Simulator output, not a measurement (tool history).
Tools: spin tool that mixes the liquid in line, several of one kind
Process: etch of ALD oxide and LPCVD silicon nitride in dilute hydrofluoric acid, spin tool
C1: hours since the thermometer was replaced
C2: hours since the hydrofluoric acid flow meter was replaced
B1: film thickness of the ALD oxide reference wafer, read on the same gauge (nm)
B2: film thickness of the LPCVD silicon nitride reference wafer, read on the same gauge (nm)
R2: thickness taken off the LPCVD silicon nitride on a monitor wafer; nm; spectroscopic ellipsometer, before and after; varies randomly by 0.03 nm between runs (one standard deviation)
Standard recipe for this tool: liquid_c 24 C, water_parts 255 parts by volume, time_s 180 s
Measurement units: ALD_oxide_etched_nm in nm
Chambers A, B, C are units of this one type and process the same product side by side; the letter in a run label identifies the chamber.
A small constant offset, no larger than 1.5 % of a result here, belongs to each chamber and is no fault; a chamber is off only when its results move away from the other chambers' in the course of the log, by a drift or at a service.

{"run": "1B", "hour": 6.7, "liquid_c": 24, "water_parts": 255, "time_s": 180, "C1": 1791.2, "C2": 1025.3, "B1": 39.997, "B2": 110.03, "ALD_oxide_etched_nm": 17.408, "R2": 0.39039}
{"run": "2A", "hour": 14.4, "liquid_c": 24, "water_parts": 255, "time_s": 180, "C1": 701.7, "C2": 1073.7, "B1": 39.989, "B2": 110.04, "ALD_oxide_etched_nm": 17.286, "R2": 0.37448}
{"run": "3C", "hour": 21.4, "liquid_c": 24, "water_parts": 255, "time_s": 180, "C1": 588.5, "C2": 377.7, "B1": 39.997, "B2": 109.99, "ALD_oxide_etched_nm": 17.386, "R2": 0.36761}
{"run": "4C", "hour": 25.9, "liquid_c": 24, "water_parts": 255, "time_s": 180, "C1": 593.0, "C2": 382.2, "B1": 40.005, "B2": 109.96, "ALD_oxide_etched_nm": 17.291, "R2": 0.43341}
{"run": "5B", "hour": 35.0, "liquid_c": 24, "water_parts": 255, "time_s": 180, "C1": 1819.5, "C2": 1053.6, "B1": 40.009, "B2": 109.99, "ALD_oxide_etched_nm": 17.601, "R2": 0.43941}
{"run": "6A", "hour": 43.0, "liquid_c": 24, "water_parts": 255, "time_s": 180, "C1": 730.3, "C2": 1102.3, "B1": 40.002, "B2": 110.0, "ALD_oxide_etched_nm": 17.274, "R2": 0.44234}
{"run": "7B", "hour": 49.9, "liquid_c": 24, "water_parts": 255, "time_s": 180, "C1": 1834.4, "C2": 1068.5, "B1": 39.993, "B2": 109.97, "ALD_oxide_etched_nm": 17.4, "R2": 0.41001}
{"run": "8A", "hour": 54.2, "liquid_c": 24, "water_parts": 255, "time_s": 180, "C1": 741.5, "C2": 1113.5, "B1": 40.019, "B2": 110.02, "ALD_oxide_etched_nm": 17.193, "R2": 0.36287}
{"run": "9C", "hour": 62.0, "liquid_c": 24, "water_parts": 360, "time_s": 255, "C1": 629.1, "C2": 418.3, "B1": 40.021, "B2": 110.01, "ALD_oxide_etched_nm": 15.673, "R2": 0.46039}
{"run": "10C", "hour": 67.9, "liquid_c": 24, "water_parts": 360, "time_s": 255, "C1": 635.0, "C2": 424.2, "B1": 39.989, "B2": 110.04, "ALD_oxide_etched_nm": 15.728, "R2": 0.38393}
{"run": "11A", "hour": 72.3, "liquid_c": 24, "water_parts": 360, "time_s": 255, "C1": 759.6, "C2": 1131.6, "B1": 40.009, "B2": 109.96, "ALD_oxide_etched_nm": 15.537, "R2": 0.42586}
{"run": "12B", "hour": 78.7, "liquid_c": 24, "water_parts": 255, "time_s": 180, "C1": 1863.2, "C2": 1097.3, "B1": 39.993, "B2": 110.02, "ALD_oxide_etched_nm": 17.456, "R2": 0.42039}
{"run": "13C", "hour": 84.8, "liquid_c": 24, "water_parts": 255, "time_s": 180, "C1": 651.9, "C2": 441.1, "B1": 40.026, "B2": 110.02, "ALD_oxide_etched_nm": 17.368, "R2": 0.36639}
{"run": "14B", "hour": 91.4, "liquid_c": 24, "water_parts": 255, "time_s": 180, "C1": 1875.9, "C2": 1110.0, "B1": 39.999, "B2": 110.0, "ALD_oxide_etched_nm": 17.45, "R2": 0.38255}
{"run": "15A", "hour": 99.5, "liquid_c": 24, "water_parts": 255, "time_s": 180, "C1": 786.8, "C2": 1158.8, "B1": 40.028, "B2": 110.01, "ALD_oxide_etched_nm": 17.317, "R2": 0.42131}
{"run": "16A", "hour": 108.9, "liquid_c": 24, "water_parts": 255, "time_s": 180, "C1": 796.2, "C2": 1168.2, "B1": 39.98, "B2": 110.01, "ALD_oxide_etched_nm": 17.385, "R2": 0.4296}
{"run": "17C", "hour": 118.3, "liquid_c": 19, "water_parts": 255, "time_s": 180, "C1": 685.4, "C2": 474.6, "B1": 40.004, "B2": 110.02, "ALD_oxide_etched_nm": 14.516, "R2": 0.31764}
{"run": "18B", "hour": 124.0, "liquid_c": 19, "water_parts": 255, "time_s": 180, "C1": 1908.5, "C2": 1142.6, "B1": 39.998, "B2": 110.02, "ALD_oxide_etched_nm": 14.458, "R2": 0.29588}
{"run": "19B", "hour": 131.6, "liquid_c": 19, "water_parts": 255, "time_s": 180, "C1": 1916.1, "C2": 1150.2, "B1": 40.006, "B2": 109.99, "ALD_oxide_etched_nm": 14.398, "R2": 0.30152}
{"hour": 133.1, "done": "chamber C: hydrofluoric acid flow meter replaced"}
{"run": "20C", "hour": 140.9, "liquid_c": 24, "water_parts": 255, "time_s": 180, "C1": 708.0, "C2": 7.8, "B1": 40.003, "B2": 109.98, "ALD_oxide_etched_nm": 17.331, "R2": 0.41154}
{"run": "21A", "hour": 145.1, "liquid_c": 24, "water_parts": 255, "time_s": 80, "C1": 832.4, "C2": 1204.4, "B1": 40.004, "B2": 110.03, "ALD_oxide_etched_nm": 7.8201, "R2": 0.18889}
{"run": "22C", "hour": 149.2, "liquid_c": 24, "water_parts": 255, "time_s": 80, "C1": 716.3, "C2": 16.1, "B1": 39.984, "B2": 110.0, "ALD_oxide_etched_nm": 7.681, "R2": 0.1809}
{"run": "23B", "hour": 154.8, "liquid_c": 24, "water_parts": 255, "time_s": 80, "C1": 1939.3, "C2": 1173.4, "B1": 40.019, "B2": 109.98, "ALD_oxide_etched_nm": 7.7802, "R2": 0.18997}
{"run": "24A", "hour": 159.5, "liquid_c": 24, "water_parts": 255, "time_s": 180, "C1": 846.8, "C2": 1218.8, "B1": 39.992, "B2": 110.04, "ALD_oxide_etched_nm": 17.63, "R2": 0.47236}
{"run": "25A", "hour": 163.8, "liquid_c": 24, "water_parts": 255, "time_s": 180, "C1": 851.1, "C2": 1223.1, "B1": 40.001, "B2": 110.02, "ALD_oxide_etched_nm": 17.641, "R2": 0.40994}

Read the log: is a single chamber off, either drifting away or since a service, is the gauge that measures every chamber drifting, or is nothing wrong beyond small per-chamber offsets? Name any odd chamber and what most likely caused it.

Chamber A drifts away from the others.
Most likely cause: hydrofluoric acid flow above the setpoint (%) = 2.72.

Below are 4 candidate recipes for chamber A's next run, each the usual settings with a change, their results shown as question marks. Which of them brings A's results back in line with what the other chambers give on the usual settings?
To be in line, a result may differ from the other chambers' mean on the usual settings by at most: ALD_oxide_etched_nm 0.2300 nm; R2 0.11000 nm
{"run": "26A-1", "hour": 170.6, "liquid_c": 24, "water_parts": 265, "time_s": 180, "ALD_oxide_etched_nm": "?", "R2": "?"}
{"run": "26A-2", "hour": 170.6, "liquid_c": 24, "water_parts": 260, "time_s": 180, "ALD_oxide_etched_nm": "?", "R2": "?"}
{"run": "26A-3", "hour": 170.6, "liquid_c": 24, "water_parts": 250, "time_s": 180, "ALD_oxide_etched_nm": "?", "R2": "?"}
{"run": "26A-4", "hour": 170.6, "liquid_c": 24, "water_parts": 245, "time_s": 180, "ALD_oxide_etched_nm": "?", "R2": "?"}

Other chambers, usual settings, mean: ALD_oxide_etched_nm 17.3920 nm; R2 0.40917 nm
run=26A-1 ALD_oxide_etched_nm=16.9040 R2=0.40882
run=26A-2 ALD_oxide_etched_nm=17.3210 R2=0.41672
run=26A-3 ALD_oxide_etched_nm=18.2070 R2=0.43348
run=26A-4 ALD_oxide_etched_nm=18.6790 R2=0.44238
Change 26A-2 lands the chamber within the allowed miss of the other chambers.

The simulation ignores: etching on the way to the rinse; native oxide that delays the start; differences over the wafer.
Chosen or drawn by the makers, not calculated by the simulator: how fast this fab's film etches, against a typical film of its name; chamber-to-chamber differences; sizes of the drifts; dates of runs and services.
